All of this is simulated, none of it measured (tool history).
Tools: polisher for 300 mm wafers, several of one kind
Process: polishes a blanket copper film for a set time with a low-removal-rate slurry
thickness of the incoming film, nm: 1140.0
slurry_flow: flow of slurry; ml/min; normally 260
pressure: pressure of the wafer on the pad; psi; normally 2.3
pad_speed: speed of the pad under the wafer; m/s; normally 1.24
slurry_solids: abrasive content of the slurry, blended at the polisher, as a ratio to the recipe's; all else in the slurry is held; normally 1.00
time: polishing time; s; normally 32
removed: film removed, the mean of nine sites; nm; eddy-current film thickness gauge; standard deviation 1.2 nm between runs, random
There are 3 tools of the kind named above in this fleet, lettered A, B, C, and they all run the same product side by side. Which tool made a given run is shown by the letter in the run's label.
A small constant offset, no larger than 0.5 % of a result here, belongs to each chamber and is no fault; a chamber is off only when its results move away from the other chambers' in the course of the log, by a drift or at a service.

run,hour,slurry_flow,pressure,pad_speed,slurry_solids,time,removed
1B,2.1,260,2.3,1.24,1.00,32,88.396
# hour 3.5: chamber A: worn pad replaced by a new one
2A,6.1,260,2.3,1.24,1.00,32,89.487
3C,10.4,260,2.3,1.24,1.00,32,89.214
4C,13.6,260,2.3,1.24,1.00,32,88.021
5B,16.9,260,2.3,1.24,1.00,32,88.231
6A,20.2,260,2.3,1.24,1.00,32,87.185
7C,23.0,260,2.3,1.24,1.00,32,85.286
8B,26.6,260,2.3,1.24,1.00,32,89.225
# hour 27.3: chamber A: slurry nozzle cleaned
9A,30.1,260,2.3,1.24,1.00,32,88.760
10B,32.1,260,2.3,1.24,1.00,32,88.123
11A,36.1,260,2.0,1.24,0.75,32,73.248
12C,38.2,260,2.0,1.24,0.75,32,70.480
13C,40.5,260,2.0,1.24,0.75,32,68.921
14A,44.3,260,2.3,1.24,1.00,32,89.596
15B,48.4,260,2.3,1.24,1.00,32,88.721
16C,53.0,260,2.3,1.24,1.00,32,81.880
# hour 54.1: chamber B: worn pad replaced by a new one
17B,56.2,260,2.3,1.24,1.00,32,89.124
# hour 56.4: chamber B: head pressure recalibrated
# hour 57.9: chamber C: slurry blender recalibrated
18A,58.7,260,2.3,1.24,1.00,32,91.543
19A,61.4,260,2.3,1.24,1.00,32,88.054
20B,64.1,260,2.3,1.24,1.00,32,89.617
21C,67.5,180,2.6,1.24,1.00,32,88.856
# hour 70.2: chamber C: worn pad replaced by a new one
22B,70.5,180,2.6,1.24,1.00,32,95.653
23A,73.8,180,2.6,1.24,1.00,32,97.359
24C,77.9,260,2.3,1.08,1.00,41,88.070

Read the log: is a single chamber off, either drifting away or since a service, is the gauge that measures every chamber drifting, or is nothing wrong beyond small per-chamber offsets? Name any odd chamber and what most likely caused it.

Little by little, chamber C moves away from the other chambers.
Most likely cause: head's pressure below its setpoint, % = 10.4.

Below are 4 candidate recipes for chamber C's next run, each the usual settings with a change, their results shown as question marks. Which of them brings C's results back in line with what the other chambers give on the usual settings?
In line means no further than this from the other chambers' mean on the usual settings: removed 4.100 nm
25C-1,81.2,260,2.4,1.28,1.00,33,?
25C-2,81.2,260,2.1,1.24,1.00,29,?
25C-3,81.2,260,2.2,1.24,1.00,30,?
25C-4,81.2,260,2.5,1.32,1.00,34,?

What the other chambers average on the usual settings: removed 88.865 nm
run,removed
25C-1,88.201
25C-2,65.848
25C-3,71.309
25C-4,97.547
The right change is 25C-1: it brings the chamber back within the allowed miss of the others.
